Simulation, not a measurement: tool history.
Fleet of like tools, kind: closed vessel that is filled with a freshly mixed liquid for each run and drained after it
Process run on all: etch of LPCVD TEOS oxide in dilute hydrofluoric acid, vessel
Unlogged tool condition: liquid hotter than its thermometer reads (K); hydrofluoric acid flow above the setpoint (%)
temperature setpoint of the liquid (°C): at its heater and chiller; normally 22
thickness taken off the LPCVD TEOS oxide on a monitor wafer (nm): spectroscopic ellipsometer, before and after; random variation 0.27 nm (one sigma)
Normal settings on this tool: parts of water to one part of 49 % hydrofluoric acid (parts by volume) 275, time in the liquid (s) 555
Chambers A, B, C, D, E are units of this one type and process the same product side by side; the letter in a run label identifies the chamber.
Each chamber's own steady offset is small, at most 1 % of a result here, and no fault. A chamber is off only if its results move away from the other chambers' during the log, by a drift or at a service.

run,hour,temperature setpoint of the liquid (°C),parts of water to one part of 49 % hydrofluoric acid (parts by volume),time in the liquid (s),hours since the thermometer was replaced,hours since the hydrofluoric acid flow meter was replaced,"read-back film thickness of the LPCVD TEOS oxide reference wafer, read on the same gauge (nm)",thickness taken off the LPCVD TEOS oxide on a monitor wafer (nm)
1E,8.7,22,275,555,243.7,288.7,130.02,36.76
2B,19.8,22,275,555,2392.4,550.4,130,37.031
3D,28.8,22,275,555,456.4,1308.1,130.01,36.695
4A,42.1,22,275,555,681,161,129.95,36.716
5C,52.4,22,275,555,71.5,494.5,129.99,37.094
6E,61.2,22,275,555,296.2,341.2,129.97,36.619
7C,73.7,22,275,555,92.8,515.8,130.01,36.857
8D,81,22,160,780,508.6,1360.3,129.99,98.937
9A,93.1,22,160,780,732,212,130.02,100.85
10B,104,22,160,780,2476.6,634.6,130.05,98.652
11A,110.9,22,160,780,749.8,229.8,129.98,101.65
12D,121.8,22,160,780,549.4,1401.1,130.01,100.2
13B,129.7,22,275,555,2502.3,660.3,129.98,37.169
14E,138.5,26,335,555,373.5,418.5,129.96,32.658
15C,148.3,26,335,555,167.4,590.4,129.99,32.571
16E,159.9,26,335,555,394.9,439.9,130,32.371
17B,170.1,26,335,555,2542.7,700.7,130,32.867
18C,182.1,26,335,555,201.2,624.2,130.01,32.66
19A,195.3,22,275,555,834.2,314.2,129.99,36.486
20D,203,22,160,280,630.6,1482.3,130.01,35.996
21D,212.8,22,160,280,640.4,1492.1,130,36.041
22B,221.8,22,160,280,2594.4,752.4,130,35.717
# hour 233: chamber B: thermometer replaced
23E,234,22,160,280,469,514,129.98,36.362
24C,243.7,22,160,280,262.8,685.8,130.03,35.736
25A,252.9,22,275,555,891.8,371.8,129.99,36.4
26A,265.4,22,275,555,904.3,384.3,130.01,36.722
27B,271.7,22,275,555,38.8,802.3,130.04,36.451
28D,282.5,22,275,555,710.1,1561.8,129.95,36.91
29C,292,22,275,555,311.1,734.1,130,36.159
30E,303.7,22,275,555,538.7,583.7,130,36.713
31E,310.6,22,275,555,545.6,590.6,130.02,36.86
32B,319.4,22,275,555,86.5,850,130.01,36.687

What goes on in this fleet: one chamber off, a drifting gauge, or nothing beyond the chambers' own small offsets? Name the chamber and the cause, if any.

No chamber is off and the gauge is stable; the differences are just each chamber's small, constant offset.

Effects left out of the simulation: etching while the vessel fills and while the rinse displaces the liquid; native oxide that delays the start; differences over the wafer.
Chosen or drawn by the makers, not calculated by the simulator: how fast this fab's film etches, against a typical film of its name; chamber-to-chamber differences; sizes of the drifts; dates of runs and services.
